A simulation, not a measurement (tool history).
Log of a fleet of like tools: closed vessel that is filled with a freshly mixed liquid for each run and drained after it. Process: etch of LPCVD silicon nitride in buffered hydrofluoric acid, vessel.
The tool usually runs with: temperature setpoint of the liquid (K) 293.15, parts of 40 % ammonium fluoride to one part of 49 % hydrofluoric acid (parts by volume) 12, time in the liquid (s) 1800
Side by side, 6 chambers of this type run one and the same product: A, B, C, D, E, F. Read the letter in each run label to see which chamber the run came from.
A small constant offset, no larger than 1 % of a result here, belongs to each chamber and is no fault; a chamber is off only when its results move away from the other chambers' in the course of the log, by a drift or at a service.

run,day,temperature setpoint of the liquid (K),parts of 40 % ammonium fluoride to one part of 49 % hydrofluoric acid (parts by volume),time in the liquid (s),hours since the thermometer was replaced,hours since the hydrofluoric acid flow meter was replaced,"read-back film thickness of the LPCVD silicon nitride reference wafer, read on the same gauge (nm)",thickness taken off the LPCVD silicon nitride on a monitor wafer (angstrom)
1E,0.154,293.15,12,1800,1280.1,1134.3,149.99,163.88
2B,0.279,293.15,12,1800,2514.7,730.1,150.03,162.44
3A,0.492,293.15,12,1800,1690,1367.7,150.02,161.55
4D,0.712,293.15,12,1800,1137.7,1130.3,150,160.21
5F,0.838,293.15,12,1800,1341.3,637.1,149.99,160.27
6C,1.062,295.15,12,890,645.8,1168.2,149.99,91.127
7D,1.296,295.15,12,890,1151.7,1144.3,150.01,89.394
8A,1.45,295.15,12,890,1713,1390.7,150.03,89.593
9E,1.588,295.15,12,890,1314.5,1168.7,150.02,90.787
10B,1.733,295.15,12,890,2549.6,765,149.99,89.157
11F,1.854,295.15,12,890,1365.7,661.5,149.99,89.448
12C,2.046,293.15,12,1800,669.4,1191.8,149.97,164.58
13E,2.204,293.15,12,1800,1329.3,1183.5,149.99,164.38
14F,2.367,293.15,12,1800,1378,673.8,149.99,160.42
15B,2.471,293.15,12,1800,2567.3,782.7,149.99,162.04
16A,2.662,293.15,12,1800,1742.1,1419.8,150,162.75
17C,2.842,293.15,12,1800,688.5,1210.9,150,162.57
18D,3.067,290.15,12,2780,1194.2,1186.8,150,209.83
19F,3.292,290.15,12,2780,1400.2,696,149.99,210.55
20D,3.488,290.15,12,2780,1204.3,1196.9,150.01,210.72
21E,3.712,290.15,12,2780,1365.5,1219.7,149.99,213.36
22A,3.879,290.15,12,2780,1771.3,1449,150.02,209.05
# day 4.008: chamber B: thermometer replaced
23B,4.05,290.15,12,2780,1.1,820.6,150.01,213.28
24C,4.267,293.15,12,1800,722.7,1245.1,150.02,163.58
25A,4.433,293.15,12,1800,1784.6,1462.3,149.99,161.76
26D,4.546,293.15,12,1800,1229.7,1222.3,150.02,162.23
27E,4.758,290.15,7.5,1800,1390.6,1244.8,149.96,214.08
28C,4.883,290.15,7.5,1800,737.5,1259.9,149.99,216.91
29F,5.025,290.15,7.5,1800,1441.8,737.6,150.02,213.58
30B,5.254,290.15,7.5,1800,30,849.5,149.99,210.7
31A,5.379,290.15,7.5,1800,1807.3,1485,150.01,210.05
32B,5.562,290.15,7.5,1800,37.4,856.9,150,212.27
33C,5.692,293.15,12,1800,756.9,1279.3,149.99,162.85
34E,5.8,293.15,12,1800,1415.6,1269.8,150,162.87
35D,6.017,293.15,12,1800,1265,1257.6,149.99,161.54
36F,6.225,293.15,12,1800,1470.6,766.4,150.01,162.1
37D,6.396,293.15,16.5,1800,1274.1,1266.7,150,117.23
38F,6.596,293.15,16.5,1800,1479.5,775.3,150.03,117.4
39B,6.833,293.15,16.5,1800,67.9,887.4,150.02,118.7
40A,7.025,293.15,16.5,1800,1846.8,1524.5,149.99,119.69
41E,7.179,293.15,16.5,1800,1448.7,1302.9,150.01,119.44
42C,7.317,293.15,16.5,1800,795.9,1318.3,149.99,118.98

Is one chamber off against the others, does the gauge drift, or is nothing wrong? If a chamber is off, say which, and what the likeliest cause is.

No chamber stands off beyond its own small offset, and the gauge holds steady.

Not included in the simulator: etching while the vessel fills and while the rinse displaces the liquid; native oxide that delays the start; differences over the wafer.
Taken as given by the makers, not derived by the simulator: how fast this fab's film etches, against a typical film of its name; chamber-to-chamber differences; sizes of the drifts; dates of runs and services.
